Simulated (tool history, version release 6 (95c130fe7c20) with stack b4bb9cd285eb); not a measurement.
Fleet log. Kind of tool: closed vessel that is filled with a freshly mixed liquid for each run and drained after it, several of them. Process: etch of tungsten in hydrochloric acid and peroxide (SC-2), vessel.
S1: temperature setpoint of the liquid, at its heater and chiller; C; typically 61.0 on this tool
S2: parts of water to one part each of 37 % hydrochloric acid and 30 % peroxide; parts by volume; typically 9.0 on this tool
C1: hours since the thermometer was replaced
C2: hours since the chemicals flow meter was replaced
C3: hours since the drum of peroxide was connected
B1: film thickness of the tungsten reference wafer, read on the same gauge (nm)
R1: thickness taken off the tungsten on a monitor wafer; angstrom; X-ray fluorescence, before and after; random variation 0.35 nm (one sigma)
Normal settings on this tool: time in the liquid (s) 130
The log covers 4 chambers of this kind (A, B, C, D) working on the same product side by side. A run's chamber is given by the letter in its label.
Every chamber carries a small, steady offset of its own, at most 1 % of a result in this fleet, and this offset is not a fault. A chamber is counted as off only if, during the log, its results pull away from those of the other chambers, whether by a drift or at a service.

{"run": "1C", "hour": 3.0, "S1": 61.0, "S2": 9.0, "time in the liquid (s)": 130, "C1": 147.6, "C2": 202.8, "C3": 102.9, "B1": 139.99, "R1": 528.43}
{"run": "2B", "hour": 8.3, "S1": 61.0, "S2": 9.0, "time in the liquid (s)": 130, "C1": 210.3, "C2": 198.9, "C3": 180.5, "B1": 139.97, "R1": 525.82}
{"run": "3D", "hour": 11.6, "S1": 61.0, "S2": 9.0, "time in the liquid (s)": 130, "C1": 470.8, "C2": 1145.1, "C3": 322.6, "B1": 140.0, "R1": 528.37}
{"run": "4A", "hour": 14.8, "S1": 61.0, "S2": 9.0, "time in the liquid (s)": 130, "C1": 179.2, "C2": 443.8, "C3": 137.3, "B1": 140.01, "R1": 528.34}
{"run": "5D", "hour": 19.0, "S1": 61.0, "S2": 9.0, "time in the liquid (s)": 130, "C1": 478.2, "C2": 1152.5, "C3": 330.0, "B1": 140.02, "R1": 528.8}
{"run": "6B", "hour": 24.2, "S1": 61.0, "S2": 9.0, "time in the liquid (s)": 130, "C1": 226.2, "C2": 214.8, "C3": 196.4, "B1": 140.01, "R1": 519.44}
{"run": "7A", "hour": 28.2, "S1": 61.0, "S2": 9.0, "time in the liquid (s)": 130, "C1": 192.6, "C2": 457.2, "C3": 150.7, "B1": 140.01, "R1": 528.96}
{"run": "8C", "hour": 31.6, "S1": 61.0, "S2": 9.0, "time in the liquid (s)": 130, "C1": 176.2, "C2": 231.4, "C3": 131.5, "B1": 140.0, "R1": 531.19}
{"run": "9C", "hour": 34.1, "S1": 61.0, "S2": 5.5, "time in the liquid (s)": 205, "C1": 178.7, "C2": 233.9, "C3": 134.0, "B1": 140.0, "R1": 1226.2}
{"run": "10D", "hour": 38.7, "S1": 61.0, "S2": 5.5, "time in the liquid (s)": 205, "C1": 497.9, "C2": 1172.2, "C3": 349.7, "B1": 140.0, "R1": 1214.4}
{"hour": 40.1, "done": "chamber D: thermometer replaced"}
{"run": "11B", "hour": 41.8, "S1": 61.0, "S2": 5.5, "time in the liquid (s)": 205, "C1": 243.8, "C2": 232.4, "C3": 214.0, "B1": 140.03, "R1": 1220.6}
{"run": "12A", "hour": 46.2, "S1": 61.0, "S2": 5.5, "time in the liquid (s)": 205, "C1": 210.6, "C2": 475.2, "C3": 168.7, "B1": 139.97, "R1": 1223.7}
{"run": "13B", "hour": 51.5, "S1": 61.0, "S2": 9.0, "time in the liquid (s)": 130, "C1": 253.5, "C2": 242.1, "C3": 223.7, "B1": 140.01, "R1": 520.58}
{"run": "14A", "hour": 55.0, "S1": 61.0, "S2": 9.0, "time in the liquid (s)": 130, "C1": 219.4, "C2": 484.0, "C3": 177.5, "B1": 140.0, "R1": 521.1}
{"run": "15D", "hour": 57.8, "S1": 61.0, "S2": 9.0, "time in the liquid (s)": 130, "C1": 17.8, "C2": 1191.3, "C3": 368.8, "B1": 140.04, "R1": 531.49}
{"run": "16C", "hour": 62.5, "S1": 61.0, "S2": 9.0, "time in the liquid (s)": 130, "C1": 207.1, "C2": 262.3, "C3": 162.4, "B1": 140.0, "R1": 525.66}
{"run": "17C", "hour": 64.9, "S1": 61.0, "S2": 9.0, "time in the liquid (s)": 130, "C1": 209.5, "C2": 264.7, "C3": 164.8, "B1": 139.99, "R1": 529.29}
{"run": "18B", "hour": 69.4, "S1": 61.0, "S2": 4.5, "time in the liquid (s)": 130, "C1": 271.4, "C2": 260.0, "C3": 241.6, "B1": 140.0, "R1": 896.8}
{"run": "19D", "hour": 71.9, "S1": 61.0, "S2": 4.5, "time in the liquid (s)": 130, "C1": 31.9, "C2": 1205.4, "C3": 382.9, "B1": 140.0, "R1": 900.5}
{"run": "20A", "hour": 75.6, "S1": 61.0, "S2": 4.5, "time in the liquid (s)": 130, "C1": 240.0, "C2": 504.6, "C3": 198.1, "B1": 140.0, "R1": 892.84}
{"run": "21B", "hour": 79.3, "S1": 61.0, "S2": 4.5, "time in the liquid (s)": 130, "C1": 281.3, "C2": 269.9, "C3": 251.5, "B1": 139.98, "R1": 879.94}
{"run": "22A", "hour": 82.8, "S1": 61.0, "S2": 9.0, "time in the liquid (s)": 130, "C1": 247.2, "C2": 511.8, "C3": 205.3, "B1": 140.01, "R1": 528.51}
{"run": "23C", "hour": 87.0, "S1": 61.0, "S2": 9.0, "time in the liquid (s)": 130, "C1": 231.6, "C2": 286.8, "C3": 186.9, "B1": 140.02, "R1": 534.51}
{"run": "24D", "hour": 89.6, "S1": 69.5, "S2": 5.5, "time in the liquid (s)": 130, "C1": 49.6, "C2": 1223.1, "C3": 400.6, "B1": 139.98, "R1": 1305.9}
{"run": "25C", "hour": 92.8, "S1": 69.5, "S2": 5.5, "time in the liquid (s)": 130, "C1": 237.4, "C2": 292.6, "C3": 192.7, "B1": 139.98, "R1": 1289.9}
{"run": "26A", "hour": 96.7, "S1": 69.5, "S2": 5.5, "time in the liquid (s)": 130, "C1": 261.1, "C2": 525.7, "C3": 219.2, "B1": 140.01, "R1": 1283.5}
{"run": "27B", "hour": 100.2, "S1": 69.5, "S2": 5.5, "time in the liquid (s)": 130, "C1": 302.2, "C2": 290.8, "C3": 272.4, "B1": 139.99, "R1": 1281.7}
{"run": "28D", "hour": 102.9, "S1": 61.0, "S2": 9.0, "time in the liquid (s)": 130, "C1": 62.9, "C2": 1236.4, "C3": 413.9, "B1": 140.01, "R1": 526.45}
{"run": "29A", "hour": 105.9, "S1": 61.0, "S2": 9.0, "time in the liquid (s)": 130, "C1": 270.3, "C2": 534.9, "C3": 228.4, "B1": 140.0, "R1": 529.8}
{"run": "30B", "hour": 111.1, "S1": 61.0, "S2": 9.0, "time in the liquid (s)": 130, "C1": 313.1, "C2": 301.7, "C3": 283.3, "B1": 139.97, "R1": 522.68}
{"run": "31D", "hour": 114.7, "S1": 61.0, "S2": 9.0, "time in the liquid (s)": 130, "C1": 74.7, "C2": 1248.2, "C3": 425.7, "B1": 140.02, "R1": 527.14}
{"run": "32C", "hour": 117.9, "S1": 56.0, "S2": 11.5, "time in the liquid (s)": 130, "C1": 262.5, "C2": 317.7, "C3": 217.8, "B1": 139.97, "R1": 317.25}
{"run": "33D", "hour": 122.3, "S1": 56.0, "S2": 11.5, "time in the liquid (s)": 130, "C1": 82.3, "C2": 1255.8, "C3": 433.3, "B1": 140.03, "R1": 312.2}
{"run": "34B", "hour": 127.0, "S1": 56.0, "S2": 11.5, "time in the liquid (s)": 130, "C1": 329.0, "C2": 317.6, "C3": 299.2, "B1": 140.03, "R1": 315.67}
{"run": "35C", "hour": 131.0, "S1": 56.0, "S2": 11.5, "time in the liquid (s)": 130, "C1": 275.6, "C2": 330.8, "C3": 230.9, "B1": 139.99, "R1": 312.27}

Has any chamber moved away from the others, gradually or after a service, or does the common gauge drift, or do the chambers differ only by their own small steady offsets? State the chamber and the most likely cause if one applies.

The fleet is healthy, with each chamber sitting at its usual small offset and no drift in the gauge.
